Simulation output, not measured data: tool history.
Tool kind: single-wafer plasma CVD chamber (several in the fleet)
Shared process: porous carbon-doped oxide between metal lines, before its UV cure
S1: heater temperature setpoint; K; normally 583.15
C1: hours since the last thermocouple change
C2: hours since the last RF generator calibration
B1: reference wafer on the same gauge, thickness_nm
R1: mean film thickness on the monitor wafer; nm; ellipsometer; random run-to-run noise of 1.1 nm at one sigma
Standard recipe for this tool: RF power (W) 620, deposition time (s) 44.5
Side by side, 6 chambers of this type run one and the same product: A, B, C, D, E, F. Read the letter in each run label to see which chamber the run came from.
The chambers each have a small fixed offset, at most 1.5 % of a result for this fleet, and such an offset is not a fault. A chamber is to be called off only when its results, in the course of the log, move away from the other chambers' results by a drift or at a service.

run 1F hour=2.4 | S1=583.15 RF_power_(W)=620 deposition_time_(s)=44.5 | C1=790.7 C2=336 | B1=223.99 | R1=259.34
run 2C hour=6.3 | S1=583.15 RF_power_(W)=620 deposition_time_(s)=44.5 | C1=863 C2=251.6 | B1=224.15 | R1=262.06
run 3A hour=10.1 | S1=583.15 RF_power_(W)=620 deposition_time_(s)=44.5 | C1=954.8 C2=847.2 | B1=224 | R1=257.03
run 4D hour=12.9 | S1=583.15 RF_power_(W)=620 deposition_time_(s)=44.5 | C1=701.4 C2=938.6 | B1=224.03 | R1=257.45
run 5E hour=17 | S1=583.15 RF_power_(W)=620 deposition_time_(s)=44.5 | C1=1501.7 C2=1296.6 | B1=224.12 | R1=254.76
run 6B hour=21.3 | S1=583.15 RF_power_(W)=620 deposition_time_(s)=44.5 | C1=901.7 C2=1330 | B1=223.84 | R1=261.53
run 7D hour=24 | S1=583.15 RF_power_(W)=620 deposition_time_(s)=44.5 | C1=712.5 C2=949.7 | B1=223.72 | R1=259.14
run 8A hour=26.5 | S1=583.15 RF_power_(W)=530 deposition_time_(s)=44.5 | C1=971.2 C2=863.6 | B1=224.1 | R1=230.9
run 9E hour=29.7 | S1=583.15 RF_power_(W)=530 deposition_time_(s)=44.5 | C1=1514.4 C2=1309.3 | B1=224.19 | R1=229.53
run 10C hour=33.5 | S1=583.15 RF_power_(W)=530 deposition_time_(s)=44.5 | C1=890.2 C2=278.8 | B1=223.84 | R1=237.76
run 11F hour=36 | S1=583.15 RF_power_(W)=530 deposition_time_(s)=44.5 | C1=824.3 C2=369.6 | B1=224.23 | R1=233.58
run 12B hour=39.2 | S1=583.15 RF_power_(W)=530 deposition_time_(s)=44.5 | C1=919.6 C2=1347.9 | B1=224.03 | R1=236.02
run 13E hour=43.4 | S1=583.15 RF_power_(W)=530 deposition_time_(s)=44.5 | C1=1528.1 C2=1323 | B1=224.33 | R1=229.23
run 14F hour=47.2 | S1=583.15 RF_power_(W)=620 deposition_time_(s)=44.5 | C1=835.5 C2=380.8 | B1=224.07 | R1=258.55
run 15B hour=51.2 | S1=583.15 RF_power_(W)=620 deposition_time_(s)=44.5 | C1=931.6 C2=1359.9 | B1=224.09 | R1=261.26
run 16D hour=54.8 | S1=583.15 RF_power_(W)=620 deposition_time_(s)=44.5 | C1=743.3 C2=980.5 | B1=224.22 | R1=258.68
run 17A hour=58.8 | S1=583.15 RF_power_(W)=620 deposition_time_(s)=44.5 | C1=1003.5 C2=895.9 | B1=224.22 | R1=254.98
run 18C hour=61.6 | S1=583.15 RF_power_(W)=620 deposition_time_(s)=44.5 | C1=918.3 C2=306.9 | B1=223.96 | R1=260.19
run 19E hour=65.2 | S1=583.15 RF_power_(W)=620 deposition_time_(s)=44.5 | C1=1549.9 C2=1344.8 | B1=223.75 | R1=254.55
run 20B hour=68 | S1=583.15 RF_power_(W)=620 deposition_time_(s)=44.5 | C1=948.4 C2=1376.7 | B1=224.24 | R1=260.25
run 21D hour=71.5 | S1=583.15 RF_power_(W)=620 deposition_time_(s)=44.5 | C1=760 C2=997.2 | B1=224.02 | R1=259.09
run 22C hour=75.1 | S1=583.15 RF_power_(W)=620 deposition_time_(s)=44.5 | C1=931.8 C2=320.4 | B1=223.99 | R1=259.44
run 23F hour=77.2 | S1=583.15 RF_power_(W)=620 deposition_time_(s)=44.5 | C1=865.5 C2=410.8 | B1=223.81 | R1=260.09
run 24A hour=79.4 | S1=583.15 RF_power_(W)=620 deposition_time_(s)=44.5 | C1=1024.1 C2=916.5 | B1=223.95 | R1=255.18
run 25F hour=82.9 | S1=583.15 RF_power_(W)=620 deposition_time_(s)=44.5 | C1=871.2 C2=416.5 | B1=224.01 | R1=259.36
run 26D hour=85.5 | S1=583.15 RF_power_(W)=620 deposition_time_(s)=44.5 | C1=774 C2=1011.2 | B1=224.06 | R1=255.68
run 27C hour=87.8 | S1=583.15 RF_power_(W)=620 deposition_time_(s)=44.5 | C1=944.5 C2=333.1 | B1=224.06 | R1=260.84
run 28E hour=90 | S1=583.15 RF_power_(W)=620 deposition_time_(s)=44.5 | C1=1574.7 C2=1369.6 | B1=224.26 | R1=254.54
run 29A hour=94.1 | S1=583.15 RF_power_(W)=620 deposition_time_(s)=51.8 | C1=1038.8 C2=931.2 | B1=223.98 | R1=296.61
run 30B hour=97.2 | S1=583.15 RF_power_(W)=620 deposition_time_(s)=51.8 | C1=977.6 C2=1405.9 | B1=223.93 | R1=303.74
run 31D hour=99.2 | S1=583.15 RF_power_(W)=620 deposition_time_(s)=51.8 | C1=787.7 C2=1024.9 | B1=223.94 | R1=294.36
run 32F hour=101.7 | S1=583.15 RF_power_(W)=620 deposition_time_(s)=51.8 | C1=890 C2=435.3 | B1=223.86 | R1=297.93
run 33A hour=105.2 | S1=583.15 RF_power_(W)=620 deposition_time_(s)=51.8 | C1=1049.9 C2=942.3 | B1=224.17 | R1=298.96
run 34B hour=109.3 | S1=583.15 RF_power_(W)=620 deposition_time_(s)=51.8 | C1=989.7 C2=1418 | B1=223.76 | R1=301.3
run 35C hour=111.5 | S1=583.15 RF_power_(W)=620 deposition_time_(s)=44.5 | C1=968.2 C2=356.8 | B1=224.16 | R1=262.24
run 36E hour=113.5 | S1=583.15 RF_power_(W)=620 deposition_time_(s)=44.5 | C1=1598.2 C2=1393.1 | B1=224.11 | R1=255.95
run 37F hour=117.5 | S1=595.15 RF_power_(W)=620 deposition_time_(s)=44.5 | C1=905.8 C2=451.1 | B1=224.1 | R1=243.97
run 38E hour=120.9 | S1=595.15 RF_power_(W)=620 deposition_time_(s)=44.5 | C1=1605.6 C2=1400.5 | B1=223.91 | R1=241.05
run 39D hour=124.3 | S1=595.15 RF_power_(W)=620 deposition_time_(s)=44.5 | C1=812.8 C2=1050 | B1=223.88 | R1=234.62
run 40B hour=128.3 | S1=595.15 RF_power_(W)=620 deposition_time_(s)=44.5 | C1=1008.7 C2=1437 | B1=223.87 | R1=244.99
run 41C hour=131 | S1=595.15 RF_power_(W)=620 deposition_time_(s)=44.5 | C1=987.7 C2=376.3 | B1=224.14 | R1=243.12
run 42A hour=135.2 | S1=595.15 RF_power_(W)=620 deposition_time_(s)=44.5 | C1=1079.9 C2=972.3 | B1=224.11 | R1=240.93
run 43B hour=138.5 | S1=583.15 RF_power_(W)=620 deposition_time_(s)=44.5 | C1=1018.9 C2=1447.2 | B1=223.92 | R1=260.77

Next, every chamber runs the same settings. What will each give?
run 44A hour=141.6 | S1=583.15 RF_power_(W)=620 deposition_time_(s)=37.5 | R1=?
run 44B hour=141.6 | S1=583.15 RF_power_(W)=620 deposition_time_(s)=37.5 | R1=?
run 44C hour=141.6 | S1=583.15 RF_power_(W)=620 deposition_time_(s)=37.5 | R1=?
run 44D hour=141.6 | S1=583.15 RF_power_(W)=620 deposition_time_(s)=37.5 | R1=?
run 44E hour=141.6 | S1=583.15 RF_power_(W)=620 deposition_time_(s)=37.5 | R1=?
run 44F hour=141.6 | S1=583.15 RF_power_(W)=620 deposition_time_(s)=37.5 | R1=?

run=44A R1=217.08
run=44B R1=221.31
run=44C R1=220.02
run=44D R1=209.03
run=44E R1=216.57
run=44F R1=219.47
